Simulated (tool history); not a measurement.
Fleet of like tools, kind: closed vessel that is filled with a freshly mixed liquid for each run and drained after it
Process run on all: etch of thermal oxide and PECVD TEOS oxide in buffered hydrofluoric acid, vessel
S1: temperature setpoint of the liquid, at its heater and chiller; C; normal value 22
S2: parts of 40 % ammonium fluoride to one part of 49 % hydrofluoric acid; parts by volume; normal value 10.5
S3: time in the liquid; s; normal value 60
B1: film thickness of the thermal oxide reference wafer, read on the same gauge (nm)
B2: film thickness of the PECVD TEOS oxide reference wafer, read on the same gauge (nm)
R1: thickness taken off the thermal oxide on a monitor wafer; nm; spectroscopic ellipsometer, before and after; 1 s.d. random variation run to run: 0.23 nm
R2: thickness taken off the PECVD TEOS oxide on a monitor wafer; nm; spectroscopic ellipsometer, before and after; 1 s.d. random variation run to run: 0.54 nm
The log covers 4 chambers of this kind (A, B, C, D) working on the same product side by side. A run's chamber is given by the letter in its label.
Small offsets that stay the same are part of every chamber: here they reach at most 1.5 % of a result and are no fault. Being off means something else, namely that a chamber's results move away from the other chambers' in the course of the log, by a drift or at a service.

run	hour	S1	S2	S3	B1	B2	R1	R2
1D	10.9	22	10.5	60	30.001	49.993	59.196	167.03
2A	18.8	22	10.5	60	29.993	49.982	59.329	168.16
3B	23.8	22	10.5	60	29.993	50.006	58.776	167.77
4C	34.1	22	10.5	60	30.001	50.014	58.647	165.36
5A	41.2	22	10.5	60	30.008	50.004	59.462	168.9
6B	46.5	22	10.5	60	29.976	49.999	58.592	166.42
7D	51.9	22	10.5	60	29.998	49.987	59.449	167
8C	58.2	22	10.5	60	29.993	49.984	58.498	165.4
9C	64.7	22	10.5	60	30.006	49.994	58.344	164.79
10D	75.6	22	10.5	60	29.999	49.983	59.175	166.75
11B	85.6	22	10.5	60	30.028	50.003	58.9	167.2
12A	92.8	22	10.5	60	29.985	49.992	58.785	168.47
13D	101.8	22	10.5	60	30.011	50.022	59.011	167.13
14A	109.6	22	10.5	60	29.97	50.002	59.42	169.21
15C	116.4	22	10.5	60	29.99	49.993	58.754	165.1
# hour 117.5: chamber B: hydrofluoric acid flow meter replaced
16B	122.7	22	10.5	60	30.004	50.004	58.776	166.44
17B	131.1	22	10.5	60	30.019	49.995	58.863	167.01
18A	141	22	10.5	60	30.022	49.997	59.004	168.72
19C	150.1	22	10.5	60	30.02	49.995	58.81	165.02
20D	155	24.5	14	60	29.973	50	51.311	143.83
21A	165.5	24.5	14	60	29.986	49.988	51.382	145.23
22D	170.4	24.5	14	60	30.012	49.99	50.842	144.39
23C	180.1	24.5	14	60	30.007	49.999	50.826	142.25
24B	187.3	22	10.5	60	29.952	50.009	58.561	166.66
25D	193.7	22	10.5	60	29.998	50.012	58.779	166.49
26A	201.1	22	10.5	60	29.989	49.99	59.232	167.26
# hour 206.4: chamber B: thermometer replaced
27C	210.8	22	10.5	60	29.978	49.987	59.056	164.33
28B	221.3	27	10.5	60	30.024	49.99	77.538	219.76
29C	231.5	27	10.5	60	30.007	49.982	76.969	215.91
30D	238.6	27	10.5	60	29.993	49.992	77.206	218.74
# hour 245.8: chamber C: hydrofluoric acid flow meter replaced
31A	246.2	27	10.5	60	29.983	50.001	77.32	220.63
32B	253.1	22	10.5	60	29.995	50.005	58.806	166.61
33C	259.4	22	10.5	60	29.992	49.988	58.913	164.02
34B	266.5	22	10.5	60	30.032	50.001	58.644	165.77
35A	272.1	22	10.5	60	29.97	49.993	59.682	168.67
36D	282.1	22	10.5	60	30.024	49.993	59.335	166.47
# hour 286.2: chamber D: thermometer replaced
37D	292.8	26	10.5	60	29.959	50.016	73.364	205.28
38C	298.4	26	10.5	60	30.008	50.003	73.104	204.48

Next, every chamber runs the same settings. What will each give?
39A	306.6	22	10.5	60			?	?
39B	306.6	22	10.5	60			?	?
39C	306.6	22	10.5	60			?	?
39D	306.6	22	10.5	60			?	?

run	R1	R2
39A	59.062	168.64
39B	58.872	166.24
39C	58.879	165.25
39D	58.868	166.74
